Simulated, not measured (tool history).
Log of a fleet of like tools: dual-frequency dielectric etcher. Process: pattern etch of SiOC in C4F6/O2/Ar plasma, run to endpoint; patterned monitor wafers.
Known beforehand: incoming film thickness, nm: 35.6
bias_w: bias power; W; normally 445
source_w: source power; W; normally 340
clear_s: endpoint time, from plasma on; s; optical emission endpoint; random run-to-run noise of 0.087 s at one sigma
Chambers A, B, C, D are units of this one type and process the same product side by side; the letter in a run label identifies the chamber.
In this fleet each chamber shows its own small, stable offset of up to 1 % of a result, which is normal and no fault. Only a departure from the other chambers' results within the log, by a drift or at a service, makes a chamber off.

{"run": "1A", "hour": 11.5, "bias_w": 445, "source_w": 340, "clear_s": 13.426}
{"run": "2C", "hour": 27.6, "bias_w": 445, "source_w": 340, "clear_s": 13.345}
{"run": "3D", "hour": 35.6, "bias_w": 445, "source_w": 340, "clear_s": 13.26}
{"run": "4B", "hour": 47.1, "bias_w": 445, "source_w": 340, "clear_s": 13.319}
{"run": "5C", "hour": 61.6, "bias_w": 445, "source_w": 340, "clear_s": 13.39}
{"hour": 67.5, "done": "chamber B: wet clean of the chamber"}
{"run": "6A", "hour": 71.1, "bias_w": 445, "source_w": 340, "clear_s": 13.4}
{"run": "7B", "hour": 78.7, "bias_w": 445, "source_w": 340, "clear_s": 13.377}
{"run": "8D", "hour": 86.7, "bias_w": 445, "source_w": 340, "clear_s": 13.194}
{"run": "9C", "hour": 98.0, "bias_w": 374, "source_w": 340, "clear_s": 14.069}
{"run": "10A", "hour": 110.9, "bias_w": 374, "source_w": 340, "clear_s": 14.287}
{"run": "11B", "hour": 123.2, "bias_w": 374, "source_w": 340, "clear_s": 14.266}
{"run": "12D", "hour": 136.5, "bias_w": 374, "source_w": 340, "clear_s": 13.89}
{"run": "13D", "hour": 147.6, "bias_w": 445, "source_w": 340, "clear_s": 13.196}
{"run": "14A", "hour": 161.0, "bias_w": 445, "source_w": 340, "clear_s": 13.438}
{"run": "15B", "hour": 171.8, "bias_w": 533, "source_w": 340, "clear_s": 12.466}
{"run": "16C", "hour": 182.0, "bias_w": 533, "source_w": 340, "clear_s": 12.454}
{"run": "17C", "hour": 189.1, "bias_w": 533, "source_w": 340, "clear_s": 12.467}
{"run": "18B", "hour": 202.7, "bias_w": 533, "source_w": 340, "clear_s": 12.341}
{"run": "19D", "hour": 213.2, "bias_w": 445, "source_w": 340, "clear_s": 13.263}
{"run": "20A", "hour": 221.8, "bias_w": 445, "source_w": 340, "clear_s": 13.49}
{"run": "21B", "hour": 230.3, "bias_w": 445, "source_w": 390, "clear_s": 12.883}
{"run": "22A", "hour": 238.9, "bias_w": 445, "source_w": 390, "clear_s": 12.763}
{"run": "23D", "hour": 251.2, "bias_w": 445, "source_w": 390, "clear_s": 12.73}
{"run": "24C", "hour": 260.4, "bias_w": 445, "source_w": 390, "clear_s": 12.577}
{"run": "25B", "hour": 270.4, "bias_w": 445, "source_w": 340, "clear_s": 13.284}
{"run": "26C", "hour": 279.0, "bias_w": 445, "source_w": 340, "clear_s": 13.389}
{"hour": 292.5, "done": "chamber A: source power generator calibrated"}
{"hour": 292.6, "done": "chamber D: wet clean of the chamber"}
{"run": "27A", "hour": 293.4, "bias_w": 445, "source_w": 340, "clear_s": 13.368}
{"run": "28D", "hour": 301.8, "bias_w": 445, "source_w": 340, "clear_s": 13.18}
{"hour": 305.5, "done": "chamber A: wet clean of the chamber"}
{"run": "29C", "hour": 312.1, "bias_w": 445, "source_w": 340, "clear_s": 13.294}
{"run": "30A", "hour": 322.8, "bias_w": 391, "source_w": 370, "clear_s": 13.63}
{"run": "31B", "hour": 330.7, "bias_w": 391, "source_w": 370, "clear_s": 13.536}
{"run": "32D", "hour": 342.0, "bias_w": 391, "source_w": 370, "clear_s": 13.456}

All chambers now run identical settings, listed one chamber a line with results as question marks. What results will each chamber show?
{"run": "33A", "hour": 353.6, "bias_w": 445, "source_w": 340, "clear_s": "?"}
{"run": "33B", "hour": 353.6, "bias_w": 445, "source_w": 340, "clear_s": "?"}
{"run": "33C", "hour": 353.6, "bias_w": 445, "source_w": 340, "clear_s": "?"}
{"run": "33D", "hour": 353.6, "bias_w": 445, "source_w": 340, "clear_s": "?"}

run=33A clear_s=13.414
run=33B clear_s=13.434
run=33C clear_s=13.349
run=33D clear_s=13.457
